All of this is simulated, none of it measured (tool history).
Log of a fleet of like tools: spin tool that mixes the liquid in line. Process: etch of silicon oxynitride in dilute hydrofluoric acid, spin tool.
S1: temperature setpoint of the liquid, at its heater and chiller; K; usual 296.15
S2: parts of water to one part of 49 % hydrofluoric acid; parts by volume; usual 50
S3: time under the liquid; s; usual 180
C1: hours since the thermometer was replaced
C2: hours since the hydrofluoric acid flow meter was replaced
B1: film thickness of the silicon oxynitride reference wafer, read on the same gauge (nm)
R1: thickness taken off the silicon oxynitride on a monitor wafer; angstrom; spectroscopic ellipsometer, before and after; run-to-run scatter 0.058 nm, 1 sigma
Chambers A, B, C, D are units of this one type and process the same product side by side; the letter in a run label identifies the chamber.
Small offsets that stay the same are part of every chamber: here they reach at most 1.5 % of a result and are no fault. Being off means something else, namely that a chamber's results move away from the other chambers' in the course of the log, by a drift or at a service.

run	hour	S1	S2	S3	C1	C2	B1	R1
1D	5.9	296.15	50	180	364.5	1181.0	130.02	170.57
2B	19.4	296.15	50	180	475.7	619.6	129.96	171.16
3A	28.9	296.15	50	180	1720.8	45.4	130.02	173.39
4C	40.8	296.15	50	180	464.3	998.3	130.01	170.30
5D	48.9	296.15	50	180	407.5	1224.0	129.99	170.68
6A	59.4	296.15	50	180	1751.3	75.9	129.96	173.68
7B	67.5	296.15	50	180	523.8	667.7	129.98	171.18
8C	77.6	296.15	40	115	501.1	1035.1	129.99	137.82
9A	88.1	296.15	40	115	1780.0	104.6	129.98	139.86
10D	100.7	296.15	40	115	459.3	1275.8	129.96	137.22
11C	109.4	296.15	40	115	532.9	1066.9	129.99	136.40
12B	119.7	296.15	50	180	576.0	719.9	129.99	170.96
# hour 122.6: chamber C: thermometer replaced
13B	126.8	296.15	50	180	583.1	727.0	129.98	171.63
14A	138.2	296.15	50	180	1830.1	154.7	130.03	173.82
15C	144.8	296.15	50	180	22.2	1102.3	129.98	170.39
16D	155.9	296.15	50	180	514.5	1331.0	129.95	171.42
17A	163.0	296.15	50	180	1854.9	179.5	129.99	173.93
18D	172.0	296.15	50	180	530.6	1347.1	130.00	171.06
19B	185.1	296.15	50	180	641.4	785.3	130.00	172.39
20C	197.3	298.15	50	275	74.7	1154.8	130.04	288.53
21D	210.4	298.15	50	275	569.0	1385.5	129.99	287.11
22A	221.3	298.15	50	275	1913.2	237.8	129.95	293.86
23C	228.9	298.15	50	275	106.3	1186.4	129.97	288.07
24B	238.7	296.15	50	180	695.0	838.9	130.00	170.83
25A	247.9	296.15	50	180	1939.8	264.4	130.01	174.05
26D	257.9	293.15	65	180	616.5	1433.0	130.03	112.15
27B	265.5	293.15	65	180	721.8	865.7	130.00	112.64
28C	277.1	293.15	65	180	154.5	1234.6	129.98	114.33
29D	284.2	293.15	65	180	642.8	1459.3	129.98	113.04
30C	296.6	291.65	50	225	174.0	1254.1	130.01	174.25
31A	305.5	291.65	50	225	1997.4	322.0	129.96	172.81
# hour 311.0: chamber A: thermometer replaced
32B	317.5	291.65	50	225	773.8	917.7	130.01	171.44
33A	329.8	291.65	50	225	18.8	346.3	130.03	173.14
34D	341.4	292.15	50	230	700.0	1516.5	130.01	178.09
35C	350.3	292.15	50	230	227.7	1307.8	129.99	184.19
36B	361.4	292.15	50	230	817.7	961.6	130.00	179.50
# hour 364.4: chamber D: hydrofluoric acid flow meter replaced
37D	368.1	292.15	50	230	726.7	3.7	130.02	179.05
38C	375.8	296.15	50	180	253.2	1333.3	129.98	177.03
39A	382.4	296.15	50	180	71.4	398.9	129.99	172.47
40B	392.7	299.15	50	180	849.0	992.9	130.00	197.29
41A	402.8	299.15	50	180	91.8	419.3	130.00	201.24

Next, every chamber runs the same settings. What will each give?
42A	412.5	296.15	50	180				?
42B	412.5	296.15	50	180				?
42C	412.5	296.15	50	180				?
42D	412.5	296.15	50	180				?

run	R1
42A	172.33
42B	171.02
42C	177.50
42D	169.84

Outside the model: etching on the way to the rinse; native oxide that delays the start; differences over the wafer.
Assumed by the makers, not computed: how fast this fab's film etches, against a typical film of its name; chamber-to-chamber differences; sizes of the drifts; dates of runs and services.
